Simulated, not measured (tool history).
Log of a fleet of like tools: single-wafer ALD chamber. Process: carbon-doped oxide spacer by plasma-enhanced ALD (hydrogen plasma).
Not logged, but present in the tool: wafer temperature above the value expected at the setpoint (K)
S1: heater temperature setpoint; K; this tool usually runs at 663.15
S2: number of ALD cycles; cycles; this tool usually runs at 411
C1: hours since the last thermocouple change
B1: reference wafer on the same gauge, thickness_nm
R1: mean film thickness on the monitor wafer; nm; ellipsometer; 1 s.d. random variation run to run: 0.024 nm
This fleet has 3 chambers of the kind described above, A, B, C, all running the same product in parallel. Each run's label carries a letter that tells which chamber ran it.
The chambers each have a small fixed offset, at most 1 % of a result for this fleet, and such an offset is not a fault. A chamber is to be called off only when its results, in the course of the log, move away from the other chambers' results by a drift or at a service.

run,hour,S1,S2,C1,B1,R1
1B,7.2,663.15,411,672.8,23.399,20.588
2C,15.6,663.15,411,2041.1,23.393,20.372
3A,21.4,663.15,411,1766.1,23.392,20.358
4C,25.4,663.15,411,2050.9,23.386,20.377
5B,31.6,663.15,411,697.2,23.392,20.593
6A,37.9,663.15,411,1782.6,23.381,20.345
7C,45.4,663.15,411,2070.9,23.373,20.396
8A,52.4,663.15,411,1797.1,23.372,20.288
9B,58.4,663.15,411,724.0,23.370,20.581
10C,66.3,663.15,411,2091.8,23.364,20.381
11B,72.1,663.15,411,737.7,23.357,20.557
12A,77.6,663.15,411,1822.3,23.358,20.309
13C,81.6,663.15,411,2107.1,23.355,20.323
14B,89.2,663.15,411,754.8,23.351,20.550
15A,93.3,663.15,411,1838.0,23.357,20.282
16C,97.6,663.15,411,2123.1,23.349,20.328
17A,103.0,663.15,411,1847.7,23.349,20.282
18B,107.5,663.15,411,773.1,23.340,20.544
19C,113.9,663.15,411,2139.4,23.337,20.346
20B,118.9,663.15,411,784.5,23.337,20.562
21A,125.6,663.15,411,1870.3,23.336,20.280
22C,131.5,663.15,411,2157.0,23.329,20.338
23A,140.1,663.15,411,1884.8,23.327,20.284
24B,146.3,663.15,411,811.9,23.327,20.558
25C,153.0,663.15,411,2178.5,23.323,20.307
26B,158.1,663.15,411,823.7,23.325,20.522
27A,166.2,663.15,411,1910.9,23.313,20.247
28A,170.4,663.15,411,1915.1,23.315,20.298
29B,174.4,663.15,411,840.0,23.303,20.557
30C,179.2,663.15,411,2204.7,23.302,20.347
31C,184.4,663.15,411,2209.9,23.293,20.321
32A,190.8,663.15,411,1935.5,23.306,20.300
# hour 197.6: chamber C: thermocouple changed; heater temperature recalibrated
33B,198.6,663.15,411,864.2,23.306,20.502
34C,204.5,663.15,411,7.0,23.295,20.313
35A,208.5,663.15,411,1953.2,23.289,20.287

One chamber off, gauge drift, or nothing amiss beyond the chambers' own small offsets? If it is a chamber, which one, and what is the likeliest cause?

The gauge drifts, so all chambers seem to drift together. No chamber is off.
What lies behind it: gauge reads low (%) = 0.478.
